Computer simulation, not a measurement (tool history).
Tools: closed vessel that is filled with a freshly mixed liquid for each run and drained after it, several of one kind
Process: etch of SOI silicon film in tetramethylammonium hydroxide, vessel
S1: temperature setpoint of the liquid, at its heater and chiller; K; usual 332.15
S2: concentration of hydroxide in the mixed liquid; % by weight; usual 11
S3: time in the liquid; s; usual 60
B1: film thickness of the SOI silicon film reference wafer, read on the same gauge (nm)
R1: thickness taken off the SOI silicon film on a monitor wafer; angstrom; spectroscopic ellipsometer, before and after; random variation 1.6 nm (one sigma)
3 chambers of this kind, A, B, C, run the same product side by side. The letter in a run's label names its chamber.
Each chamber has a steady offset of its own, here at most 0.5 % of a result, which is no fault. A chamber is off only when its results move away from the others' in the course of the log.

{"run": "1C", "hour": 4.3, "S1": 332.15, "S2": 11, "S3": 60, "B1": 150.02, "R1": 2064.1}
{"run": "2A", "hour": 6.9, "S1": 332.15, "S2": 11, "S3": 60, "B1": 150.01, "R1": 2076.1}
{"run": "3B", "hour": 10.5, "S1": 332.15, "S2": 11, "S3": 60, "B1": 149.99, "R1": 2103.5}
{"run": "4A", "hour": 15.2, "S1": 332.15, "S2": 11, "S3": 60, "B1": 149.99, "R1": 2083.9}
{"run": "5C", "hour": 18.9, "S1": 332.15, "S2": 11, "S3": 60, "B1": 149.96, "R1": 2079.4}
{"run": "6B", "hour": 23.6, "S1": 332.15, "S2": 11, "S3": 60, "B1": 150, "R1": 2073}
{"run": "7C", "hour": 26.1, "S1": 332.15, "S2": 11, "S3": 60, "B1": 150.03, "R1": 2073.8}
{"run": "8A", "hour": 30.0, "S1": 332.15, "S2": 11, "S3": 60, "B1": 149.99, "R1": 2095.6}
{"run": "9B", "hour": 33.9, "S1": 332.15, "S2": 11, "S3": 60, "B1": 150, "R1": 2079.6}
{"run": "10C", "hour": 36.0, "S1": 332.15, "S2": 11, "S3": 60, "B1": 150.02, "R1": 2058.7}
{"run": "11B", "hour": 38.6, "S1": 332.15, "S2": 11, "S3": 60, "B1": 150, "R1": 2051.4}
{"run": "12A", "hour": 43.3, "S1": 332.15, "S2": 11, "S3": 60, "B1": 149.98, "R1": 2080.5}
{"run": "13C", "hour": 47.8, "S1": 332.15, "S2": 11, "S3": 60, "B1": 150, "R1": 2096.6}
{"run": "14A", "hour": 50.6, "S1": 332.15, "S2": 11, "S3": 60, "B1": 150.01, "R1": 2057.7}
{"run": "15B", "hour": 53.4, "S1": 332.15, "S2": 11, "S3": 60, "B1": 150, "R1": 2090.8}
{"run": "16C", "hour": 56.3, "S1": 332.15, "S2": 11, "S3": 60, "B1": 150, "R1": 2121.9}
{"run": "17B", "hour": 58.9, "S1": 332.15, "S2": 11, "S3": 60, "B1": 149.98, "R1": 2094.7}
{"run": "18A", "hour": 63.0, "S1": 335.65, "S2": 13.5, "S3": 60, "B1": 149.99, "R1": 2320.2}
{"run": "19B", "hour": 67.2, "S1": 335.65, "S2": 13.5, "S3": 60, "B1": 149.99, "R1": 2365}
{"run": "20A", "hour": 71.5, "S1": 335.65, "S2": 13.5, "S3": 60, "B1": 150.03, "R1": 2369.2}
{"run": "21C", "hour": 74.7, "S1": 332.15, "S2": 11, "S3": 60, "B1": 150.03, "R1": 2156.5}
{"run": "22C", "hour": 79.1, "S1": 332.15, "S2": 11, "S3": 75, "B1": 150.02, "R1": 2746.4}
{"run": "23B", "hour": 83.5, "S1": 332.15, "S2": 11, "S3": 75, "B1": 149.99, "R1": 2585.7}
{"run": "24A", "hour": 86.5, "S1": 332.15, "S2": 11, "S3": 75, "B1": 149.97, "R1": 2582.2}
{"run": "25C", "hour": 88.5, "S1": 332.15, "S2": 11, "S3": 60, "B1": 150.02, "R1": 2177.1}
{"run": "26B", "hour": 91.8, "S1": 332.15, "S2": 11, "S3": 60, "B1": 149.99, "R1": 2068.2}
{"run": "27A", "hour": 94.6, "S1": 332.15, "S2": 11, "S3": 60, "B1": 149.99, "R1": 2079.4}
{"run": "28A", "hour": 98.8, "S1": 332.15, "S2": 11, "S3": 60, "B1": 150.01, "R1": 2083.6}
{"run": "29B", "hour": 103.1, "S1": 332.15, "S2": 7.5, "S3": 35, "B1": 150, "R1": 1401.5}

Is one chamber off against the others, does the gauge drift, or is nothing wrong? If a chamber is off, say which, and what the likeliest cause is.

Chamber C drifts away from the others.
Cause: liquid hotter than its thermometer reads (K) = 1.46.

Here are 4 candidates for chamber C's next run, each the usual settings with a change, their results left as question marks. Which one brings its results back in line with what the others give on the usual settings?
In line means no further than this from the other chambers' mean on the usual settings: R1 57 angstrom
{"run": "30C-1", "hour": 106.5, "S1": 332.15, "S2": 7.5, "S3": 60, "R1": "?"}
{"run": "30C-2", "hour": 106.5, "S1": 330.15, "S2": 11, "S3": 60, "R1": "?"}
{"run": "30C-3", "hour": 106.5, "S1": 332.15, "S2": 11, "S3": 55, "R1": "?"}
{"run": "30C-4", "hour": 106.5, "S1": 333.65, "S2": 11, "S3": 60, "R1": "?"}

The other chambers' mean on the usual settings: R1 2075.8 angstrom
run=30C-1 R1=2585.7
run=30C-2 R1=1994.3
run=30C-3 R1=2076.8
run=30C-4 R1=2488.9
30C-3 brings the chamber back in line.

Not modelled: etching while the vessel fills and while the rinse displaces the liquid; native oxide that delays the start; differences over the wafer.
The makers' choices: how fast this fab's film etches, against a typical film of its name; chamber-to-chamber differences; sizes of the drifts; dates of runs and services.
